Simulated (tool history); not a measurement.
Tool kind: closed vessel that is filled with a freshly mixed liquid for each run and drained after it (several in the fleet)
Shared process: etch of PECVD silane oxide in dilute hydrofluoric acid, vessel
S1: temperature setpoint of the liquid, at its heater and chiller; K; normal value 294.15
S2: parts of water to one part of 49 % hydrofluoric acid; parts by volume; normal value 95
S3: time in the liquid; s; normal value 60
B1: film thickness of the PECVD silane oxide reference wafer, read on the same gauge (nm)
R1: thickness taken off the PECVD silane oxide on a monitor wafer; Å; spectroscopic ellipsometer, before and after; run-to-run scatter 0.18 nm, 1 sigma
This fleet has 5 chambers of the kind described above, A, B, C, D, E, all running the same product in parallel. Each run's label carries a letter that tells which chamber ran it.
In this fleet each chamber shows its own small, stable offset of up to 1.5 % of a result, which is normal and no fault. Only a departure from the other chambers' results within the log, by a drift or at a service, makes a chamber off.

run	hour	S1	S2	S3	B1	R1
1A	9.0	294.15	95	60	109.98	216.00
2E	19.1	294.15	95	60	109.99	210.91
3C	24.9	294.15	95	60	109.98	213.64
# hour 26.8: chamber A: thermometer replaced
4D	31.5	294.15	95	60	110.00	212.15
5B	41.7	294.15	95	60	110.04	213.74
6E	50.1	294.15	95	60	110.02	212.73
7C	56.0	294.15	130	45	110.01	111.98
8A	61.4	294.15	130	45	109.99	113.63
9D	71.3	294.15	130	45	110.01	110.76
10B	77.9	294.15	130	45	110.02	113.07
11B	88.1	294.15	130	45	110.03	113.90
12E	96.2	294.15	95	60	109.97	212.74
13A	103.3	294.15	95	60	110.01	211.68
14D	109.4	298.15	95	60	109.98	248.85
15C	115.4	298.15	95	60	109.96	250.08
16B	125.7	298.15	95	60	109.98	254.77
17A	136.0	298.15	95	60	110.01	252.64
18D	141.6	298.15	95	60	109.98	247.15
19E	148.8	294.15	95	60	110.00	212.65
20C	154.3	294.15	95	60	110.02	213.62
21B	164.2	294.15	95	30	109.97	112.13
22E	172.7	294.15	95	30	110.06	105.28
23D	180.1	294.15	95	30	109.98	106.49
24A	187.4	294.15	95	30	109.96	105.96
25C	195.0	294.15	95	30	110.01	107.16
26D	203.0	294.15	95	60	110.00	214.41
27A	212.9	294.15	95	60	109.96	216.40
# hour 217.0: chamber C: hydrofluoric acid flow meter replaced
28B	219.3	294.15	95	60	110.03	227.29
29E	224.0	294.15	95	60	110.00	214.57
30C	230.6	294.15	95	30	109.99	107.11
31D	236.3	294.15	95	30	109.99	104.97
32B	247.0	294.15	95	30	109.99	113.91
33E	257.7	294.15	95	30	110.03	107.13
34A	262.8	294.15	95	30	110.00	107.08
35C	272.3	294.15	95	60	110.00	213.26
36E	282.1	294.15	95	60	109.97	211.96

Read the log: is a single chamber off, either drifting away or since a service, is the gauge that measures every chamber drifting, or is nothing wrong beyond small per-chamber offsets? Name any odd chamber and what most likely caused it.

Chamber B drifts away from the others.
What lies behind it: liquid hotter than its thermometer reads (K) = 2.48.
It could be hard to tell apart here from: hydrofluoric acid flow above the setpoint (%).

Chamber B could run next with any of the 4 candidate recipes listed below; each alters the usual settings, and their results appear as question marks. Which one brings its results back in line with what the other chambers deliver on the usual settings?
In-line tolerance around the mean of the other chambers on the usual settings: R1 6.50 Å
37B-1	289.9	295.15	95	60		?
37B-2	289.9	294.65	95	65		?
37B-3	289.9	294.15	95	55		?
37B-4	289.9	293.15	95	60		?

The mean the other chambers reach with the usual settings: R1 213.08 Å
run	R1
37B-1	243.46
37B-2	258.67
37B-3	214.64
37B-4	225.04
Change 37B-3 lands the chamber within the allowed miss of the other chambers.

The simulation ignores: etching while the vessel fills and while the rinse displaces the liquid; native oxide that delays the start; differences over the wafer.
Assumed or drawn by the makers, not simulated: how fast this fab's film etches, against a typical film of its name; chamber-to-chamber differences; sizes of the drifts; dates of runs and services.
